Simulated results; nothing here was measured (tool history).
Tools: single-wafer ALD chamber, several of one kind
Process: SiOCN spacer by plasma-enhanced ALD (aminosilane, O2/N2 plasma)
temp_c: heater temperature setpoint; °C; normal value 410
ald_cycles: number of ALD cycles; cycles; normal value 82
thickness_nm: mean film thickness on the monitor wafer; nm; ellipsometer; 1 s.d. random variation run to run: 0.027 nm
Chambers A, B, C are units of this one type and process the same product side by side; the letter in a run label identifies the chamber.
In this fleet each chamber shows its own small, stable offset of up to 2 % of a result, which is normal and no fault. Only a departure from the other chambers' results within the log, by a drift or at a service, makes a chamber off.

| run | hour | temp_c | ald_cycles | hours since the last thermocouple change | read-back reference wafer on the same gauge, thickness_nm | thickness_nm |
|---|---|---|---|---|---|---|
| 1C | 6.9 | 410 | 82 | 203 | 4.3049 | 4.8615 |
| 2B | 13.3 | 410 | 82 | 505.4 | 4.3079 | 4.7909 |
| 3A | 20.6 | 410 | 82 | 460.9 | 4.3186 | 4.7306 |
| 4A | 27.4 | 410 | 82 | 467.7 | 4.3095 | 4.7607 |
| 5C | 36.5 | 410 | 82 | 232.6 | 4.3106 | 4.7738 |
| 6B | 43.7 | 410 | 82 | 535.8 | 4.3111 | 4.7953 |
| 7A | 51.8 | 415 | 82 | 492.1 | 4.312 | 4.6286 |
| 8C | 58.6 | 415 | 82 | 254.7 | 4.3142 | 4.7255 |
| 9B | 66.2 | 415 | 82 | 558.3 | 4.3016 | 4.787 |
| 10B | 76.9 | 410 | 82 | 569 | 4.3094 | 4.8049 |
| 11A | 87.7 | 410 | 82 | 528 | 4.3136 | 4.7091 |
| 12C | 96.2 | 410 | 82 | 292.3 | 4.3145 | 4.8331 |
| 13C | 107.4 | 410 | 82 | 303.5 | 4.3126 | 4.7943 |
| 14B | 116.1 | 410 | 82 | 608.2 | 4.31 | 4.8173 |
| 15A | 125.8 | 410 | 82 | 566.1 | 4.3083 | 4.7099 |
| 16C | 133.9 | 410 | 82 | 330 | 4.3056 | 4.7799 |
| 17A | 145.8 | 415 | 73 | 586.1 | 4.3101 | 4.1096 |
| 18B | 154.5 | 415 | 73 | 646.6 | 4.3128 | 4.2305 |
| 19B | 161.4 | 415 | 73 | 653.5 | 4.3048 | 4.2452 |
| 20A | 168.8 | 410 | 82 | 609.1 | 4.3053 | 4.7424 |
| 21C | 179.3 | 410 | 82 | 375.4 | 4.313 | 4.7874 |
| 22B | 191 | 410 | 82 | 683.1 | 4.3097 | 4.8395 |
| 23A | 196.9 | 410 | 82 | 637.2 | 4.3088 | 4.726 |

Which is it: a chamber that has drifted or been left off by a service, a gauge drift common to all chambers, or only each chamber's usual small offset? If a chamber is off, name it and its likeliest cause.

All chambers stay in line apart from their small fixed offsets, and the gauge does not drift.
